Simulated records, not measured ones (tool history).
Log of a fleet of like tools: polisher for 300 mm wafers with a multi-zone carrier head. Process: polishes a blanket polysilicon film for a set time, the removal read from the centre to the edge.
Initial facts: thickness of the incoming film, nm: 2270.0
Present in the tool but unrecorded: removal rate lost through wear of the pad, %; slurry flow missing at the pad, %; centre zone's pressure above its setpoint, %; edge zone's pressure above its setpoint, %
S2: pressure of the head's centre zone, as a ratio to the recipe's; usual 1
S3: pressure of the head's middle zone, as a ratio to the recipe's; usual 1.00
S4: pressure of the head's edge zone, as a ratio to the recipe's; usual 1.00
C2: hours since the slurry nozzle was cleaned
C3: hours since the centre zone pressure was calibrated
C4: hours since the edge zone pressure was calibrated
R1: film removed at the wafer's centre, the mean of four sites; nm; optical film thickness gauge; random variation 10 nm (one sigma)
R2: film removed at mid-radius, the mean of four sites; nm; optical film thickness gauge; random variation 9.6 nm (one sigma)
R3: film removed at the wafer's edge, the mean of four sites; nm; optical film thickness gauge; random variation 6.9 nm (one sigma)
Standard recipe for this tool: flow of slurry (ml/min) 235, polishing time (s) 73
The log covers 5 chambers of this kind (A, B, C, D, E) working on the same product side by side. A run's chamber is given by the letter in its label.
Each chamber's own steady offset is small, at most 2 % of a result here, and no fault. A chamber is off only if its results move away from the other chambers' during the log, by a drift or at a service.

-- hour=3.3 chamber A: edge zone pressure recalibrated
run 1C hour=9.4 | flow_of_slurry_(ml/min)=235 S2=1 S3=1.00 S4=1.00 polishing_time_(s)=73 | wafers_polished_on_this_pad=143 C2=140.6 C3=379.5 C4=752.2 | R1=817.28 R2=805.02 R3=823.20
-- hour=11.0 chamber B: worn pad replaced by a new one
run 2D hour=17.7 | flow_of_slurry_(ml/min)=235 S2=1 S3=1.00 S4=1.00 polishing_time_(s)=73 | wafers_polished_on_this_pad=198 C2=215.9 C3=594.5 C4=23.1 | R1=806.20 R2=825.65 R3=817.53
-- hour=24.0 chamber E: worn pad replaced by a new one
run 3B hour=24.3 | flow_of_slurry_(ml/min)=235 S2=1 S3=1.00 S4=1.00 polishing_time_(s)=73 | wafers_polished_on_this_pad=144 C2=462.0 C3=175.5 C4=55.4 | R1=818.39 R2=832.45 R3=807.10
-- hour=26.8 chamber B: slurry nozzle cleaned
-- hour=28.7 chamber D: slurry nozzle cleaned
run 4A hour=33.5 | flow_of_slurry_(ml/min)=235 S2=1 S3=1.00 S4=1.00 polishing_time_(s)=73 | wafers_polished_on_this_pad=1481 C2=97.2 C3=496.6 C4=30.3 | R1=822.90 R2=815.87 R3=820.24
run 5E hour=40.6 | flow_of_slurry_(ml/min)=235 S2=1 S3=1.11 S4=0.95 polishing_time_(s)=73 | wafers_polished_on_this_pad=179 C2=181.1 C3=624.8 C4=57.7 | R1=795.57 R2=908.91 R3=816.84
-- hour=41.3 chamber A: worn pad replaced by a new one
run 6E hour=46.6 | flow_of_slurry_(ml/min)=235 S2=1 S3=1.11 S4=0.95 polishing_time_(s)=73 | wafers_polished_on_this_pad=244 C2=187.1 C3=630.8 C4=63.7 | R1=810.33 R2=919.15 R3=799.64
run 7D hour=56.6 | flow_of_slurry_(ml/min)=235 S2=1 S3=1.11 S4=0.95 polishing_time_(s)=73 | wafers_polished_on_this_pad=618 C2=27.9 C3=633.4 C4=62.0 | R1=805.81 R2=908.69 R3=793.17
run 8C hour=62.7 | flow_of_slurry_(ml/min)=235 S2=1 S3=1.11 S4=0.95 polishing_time_(s)=73 | wafers_polished_on_this_pad=718 C2=193.9 C3=432.8 C4=805.5 | R1=820.56 R2=882.35 R3=797.85
-- hour=64.0 chamber A: centre zone pressure recalibrated
-- hour=67.2 chamber E: slurry nozzle cleaned
run 9A hour=71.2 | flow_of_slurry_(ml/min)=235 S2=1 S3=1.11 S4=0.95 polishing_time_(s)=73 | wafers_polished_on_this_pad=323 C2=134.9 C3=7.2 C4=68.0 | R1=825.93 R2=904.26 R3=775.34
run 10B hour=80.8 | flow_of_slurry_(ml/min)=235 S2=1 S3=1.00 S4=1.00 polishing_time_(s)=73 | wafers_polished_on_this_pad=754 C2=54.0 C3=232.0 C4=111.9 | R1=811.37 R2=828.19 R3=823.21
run 11E hour=89.0 | flow_of_slurry_(ml/min)=235 S2=1 S3=1.00 S4=1.00 polishing_time_(s)=73 | wafers_polished_on_this_pad=702 C2=21.8 C3=673.2 C4=106.1 | R1=834.24 R2=833.07 R3=834.70
run 12D hour=94.8 | flow_of_slurry_(ml/min)=300 S2=1 S3=1.00 S4=1.00 polishing_time_(s)=73 | wafers_polished_on_this_pad=1030 C2=66.1 C3=671.6 C4=100.2 | R1=823.33 R2=838.39 R3=835.74
-- hour=99.9 chamber D: worn pad replaced by a new one
-- hour=102.4 chamber E: centre zone pressure recalibrated
run 13B hour=105.4 | flow_of_slurry_(ml/min)=300 S2=1 S3=1.00 S4=1.00 polishing_time_(s)=73 | wafers_polished_on_this_pad=1019 C2=78.6 C3=256.6 C4=136.5 | R1=856.98 R2=844.88 R3=844.33
-- hour=106.6 chamber B: worn pad replaced by a new one
run 14A hour=112.0 | flow_of_slurry_(ml/min)=300 S2=1 S3=1.00 S4=1.00 polishing_time_(s)=73 | wafers_polished_on_this_pad=763 C2=175.7 C3=48.0 C4=108.8 | R1=859.48 R2=848.34 R3=814.47
run 15C hour=117.5 | flow_of_slurry_(ml/min)=300 S2=1 S3=1.00 S4=1.00 polishing_time_(s)=73 | wafers_polished_on_this_pad=1310 C2=248.7 C3=487.6 C4=860.3 | R1=846.84 R2=824.90 R3=838.35
-- hour=118.3 chamber E: worn pad replaced by a new one
-- hour=121.5 chamber D: centre zone pressure recalibrated
run 16B hour=124.5 | flow_of_slurry_(ml/min)=300 S2=1 S3=1.00 S4=1.00 polishing_time_(s)=73 | wafers_polished_on_this_pad=193 C2=97.7 C3=275.7 C4=155.6 | R1=834.76 R2=853.01 R3=841.62
-- hour=125.4 chamber C: worn pad replaced by a new one
run 17D hour=131.7 | flow_of_slurry_(ml/min)=235 S2=1 S3=1.00 S4=1.00 polishing_time_(s)=73 | wafers_polished_on_this_pad=343 C2=103.0 C3=10.3 C4=137.1 | R1=824.30 R2=812.95 R3=812.41
-- hour=139.2 chamber A: slurry nozzle cleaned
run 18E hour=143.3 | flow_of_slurry_(ml/min)=235 S2=1 S3=1.00 S4=1.00 polishing_time_(s)=73 | wafers_polished_on_this_pad=270 C2=76.1 C3=40.9 C4=160.4 | R1=814.28 R2=831.04 R3=826.23
run 19A hour=154.7 | flow_of_slurry_(ml/min)=235 S2=1 S3=1.00 S4=1.00 polishing_time_(s)=73 | wafers_polished_on_this_pad=1224 C2=15.6 C3=90.7 C4=151.5 | R1=846.85 R2=812.96 R3=810.81
run 20C hour=165.4 | flow_of_slurry_(ml/min)=235 S2=1 S3=1.00 S4=1.00 polishing_time_(s)=73 | wafers_polished_on_this_pad=432 C2=296.6 C3=535.5 C4=908.2 | R1=812.21 R2=792.18 R3=826.48
run 21C hour=172.3 | flow_of_slurry_(ml/min)=235 S2=1 S3=1.00 S4=1.00 polishing_time_(s)=73 | wafers_polished_on_this_pad=507 C2=303.5 C3=542.4 C4=915.1 | R1=820.88 R2=802.36 R3=822.94
run 22B hour=180.8 | flow_of_slurry_(ml/min)=235 S2=1 S3=1.00 S4=1.00 polishing_time_(s)=73 | wafers_polished_on_this_pad=801 C2=154.0 C3=332.0 C4=211.9 | R1=813.27 R2=838.40 R3=812.48
-- hour=182.5 chamber D: worn pad replaced by a new one
-- hour=183.0 chamber B: worn pad replaced by a new one
-- hour=184.8 chamber A: worn pad replaced by a new one
-- hour=186.0 chamber C: centre zone pressure recalibrated
run 23D hour=187.5 | flow_of_slurry_(ml/min)=235 S2=1 S3=1.00 S4=1.00 polishing_time_(s)=73 | wafers_polished_on_this_pad=54 C2=158.8 C3=66.1 C4=192.9 | R1=805.51 R2=812.80 R3=815.29
run 24E hour=197.8 | flow_of_slurry_(ml/min)=305 S2=1 S3=1.00 S4=1.12 polishing_time_(s)=73 | wafers_polished_on_this_pad=858 C2=130.6 C3=95.4 C4=214.9 | R1=849.38 R2=856.73 R3=908.11
-- hour=206.1 chamber E: worn pad replaced by a new one
run 25A hour=206.9 | flow_of_slurry_(ml/min)=305 S2=1 S3=1.00 S4=1.12 polishing_time_(s)=73 | wafers_polished_on_this_pad=239 C2=67.8 C3=142.9 C4=203.7 | R1=866.96 R2=856.53 R3=877.66
run 26D hour=214.5 | flow_of_slurry_(ml/min)=305 S2=1 S3=1.00 S4=1.12 polishing_time_(s)=73 | wafers_polished_on_this_pad=345 C2=185.8 C3=93.1 C4=219.9 | R1=831.49 R2=851.14 R3=885.59
run 27A hour=223.7 | flow_of_slurry_(ml/min)=305 S2=1 S3=1.00 S4=1.12 polishing_time_(s)=73 | wafers_polished_on_this_pad=420 C2=84.6 C3=159.7 C4=220.5 | R1=872.52 R2=846.72 R3=880.29
run 28B hour=235.1 | flow_of_slurry_(ml/min)=305 S2=1 S3=1.00 S4=1.12 polishing_time_(s)=73 | wafers_polished_on_this_pad=562 C2=208.3 C3=386.3 C4=266.2 | R1=845.08 R2=836.24 R3=877.45
run 29E hour=242.6 | flow_of_slurry_(ml/min)=235 S2=1 S3=1.00 S4=1.00 polishing_time_(s)=81 | wafers_polished_on_this_pad=394 C2=175.4 C3=140.2 C4=259.7 | R1=901.07 R2=901.03 R3=925.25
run 30C hour=253.3 | flow_of_slurry_(ml/min)=235 S2=1 S3=1.00 S4=1.00 polishing_time_(s)=81 | wafers_polished_on_this_pad=1381 C2=384.5 C3=67.4 C4=996.1 | R1=982.30 R2=889.51 R3=901.25
-- hour=254.9 chamber C: worn pad replaced by a new one
-- hour=258.5 chamber B: edge zone pressure recalibrated
-- hour=260.4 chamber B: worn pad replaced by a new one
run 31A hour=263.0 | flow_of_slurry_(ml/min)=235 S2=1 S3=1.00 S4=1.00 polishing_time_(s)=81 | wafers_polished_on_this_pad=844 C2=123.9 C3=199.0 C4=259.8 | R1=918.40 R2=908.24 R3=904.48
run 32E hour=272.9 | flow_of_slurry_(ml/min)=235 S2=1 S3=1.00 S4=1.00 polishing_time_(s)=81 | wafers_polished_on_this_pad=721 C2=205.7 C3=170.5 C4=290.0 | R1=890.54 R2=907.48 R3=914.71
-- hour=274.5 chamber D: slurry nozzle cleaned
-- hour=280.5 chamber D: worn pad replaced by a new one
run 33D hour=283.2 | flow_of_slurry_(ml/min)=235 S2=1 S3=1.00 S4=1.00 polishing_time_(s)=81 | wafers_polished_on_this_pad=29 C2=8.7 C3=161.8 C4=288.6 | R1=883.81 R2=922.12 R3=908.70
-- hour=283.4 chamber E: worn pad replaced by a new one
run 34B hour=292.4 | flow_of_slurry_(ml/min)=235 S2=1 S3=1.00 S4=1.00 polishing_time_(s)=73 | wafers_polished_on_this_pad=345 C2=265.6 C3=443.6 C4=33.9 | R1=816.70 R2=843.46 R3=803.91
run 35C hour=298.5 | flow_of_slurry_(ml/min)=235 S2=1 S3=1.00 S4=1.00 polishing_time_(s)=73 | wafers_polished_on_this_pad=471 C2=429.7 C3=112.6 C4=1041.3 | R1=883.97 R2=806.06 R3=808.09
-- hour=301.6 chamber A: worn pad replaced by a new one
run 36D hour=307.4 | flow_of_slurry_(ml/min)=235 S2=1 S3=1.00 S4=1.00 polishing_time_(s)=73 | wafers_polished_on_this_pad=290 C2=32.9 C3=186.0 C4=312.8 | R1=810.64 R2=813.59 R3=823.55
run 37E hour=316.1 | flow_of_slurry_(ml/min)=265 S2=1 S3=1.09 S4=1.00 polishing_time_(s)=73 | wafers_polished_on_this_pad=354 C2=248.9 C3=213.7 C4=333.2 | R1=836.38 R2=899.75 R3=837.39
run 38B hour=324.4 | flow_of_slurry_(ml/min)=265 S2=1 S3=1.09 S4=1.00 polishing_time_(s)=73 | wafers_polished_on_this_pad=691 C2=297.6 C3=475.6 C4=65.9 | R1=834.43 R2=890.83 R3=827.57
run 39A hour=332.3 | flow_of_slurry_(ml/min)=265 S2=1 S3=1.09 S4=1.00 polishing_time_(s)=73 | wafers_polished_on_this_pad=331 C2=193.2 C3=268.3 C4=329.1 | R1=834.98 R2=893.70 R3=808.76
-- hour=335.9 chamber B: worn pad replaced by a new one
run 40C hour=339.5 | flow_of_slurry_(ml/min)=265 S2=1 S3=1.09 S4=1.00 polishing_time_(s)=73 | wafers_polished_on_this_pad=914 C2=470.7 C3=153.6 C4=1082.3 | R1=900.56 R2=888.24 R3=836.68
run 41D hour=349.3 | flow_of_slurry_(ml/min)=265 S2=1 S3=1.09 S4=1.00 polishing_time_(s)=73 | wafers_polished_on_this_pad=743 C2=74.8 C3=227.9 C4=354.7 | R1=825.22 R2=919.08 R3=823.63
run 42B hour=356.3 | flow_of_slurry_(ml/min)=235 S2=1 S3=1.00 S4=1.00 polishing_time_(s)=73 | wafers_polished_on_this_pad=221 C2=329.5 C3=507.5 C4=97.8 | R1=821.31 R2=819.66 R3=813.63

Which is it: a chamber that has drifted or been left off by a service, a gauge drift common to all chambers, or only each chamber's usual small offset? If a chamber is off, name it and its likeliest cause.

Chamber C came out of a service off from its peers and stayed that way.
Cause: centre zone's pressure above its setpoint, % = 7.78.

Below are 4 candidate recipes for chamber C's next run, each the usual settings with a change, their results shown as question marks. Which of them brings C's results back in line with what the other chambers give on the usual settings?
In line means no further than this from the other chambers' mean on the usual settings: R1 35.00 nm; R2 33.00 nm; R3 24.00 nm
run 43C-1 hour=364.7 | flow_of_slurry_(ml/min)=230 S2=0.94 S3=1.03 S4=1.01 polishing_time_(s)=72 | R1=? R2=? R3=?
run 43C-2 hour=364.7 | flow_of_slurry_(ml/min)=240 S2=1.06 S3=0.97 S4=0.99 polishing_time_(s)=74 | R1=? R2=? R3=?
run 43C-3 hour=364.7 | flow_of_slurry_(ml/min)=230 S2=0.88 S3=1.07 S4=1.02 polishing_time_(s)=72 | R1=? R2=? R3=?
run 43C-4 hour=364.7 | flow_of_slurry_(ml/min)=240 S2=1.13 S3=0.93 S4=0.98 polishing_time_(s)=75 | R1=? R2=? R3=?

The other chambers' mean on the usual settings: R1 818.99 nm; R2 820.49 nm; R3 816.58 nm
run=43C-1 R1=824.99 R2=813.06 R3=813.01
run=43C-2 R1=970.24 R2=793.99 R3=831.06
run=43C-3 R1=768.35 R2=842.83 R3=816.73
run=43C-4 R1=1052.50 R2=773.56 R3=838.36
43C-1 is the one that brings the chamber's results back in line with the other chambers.
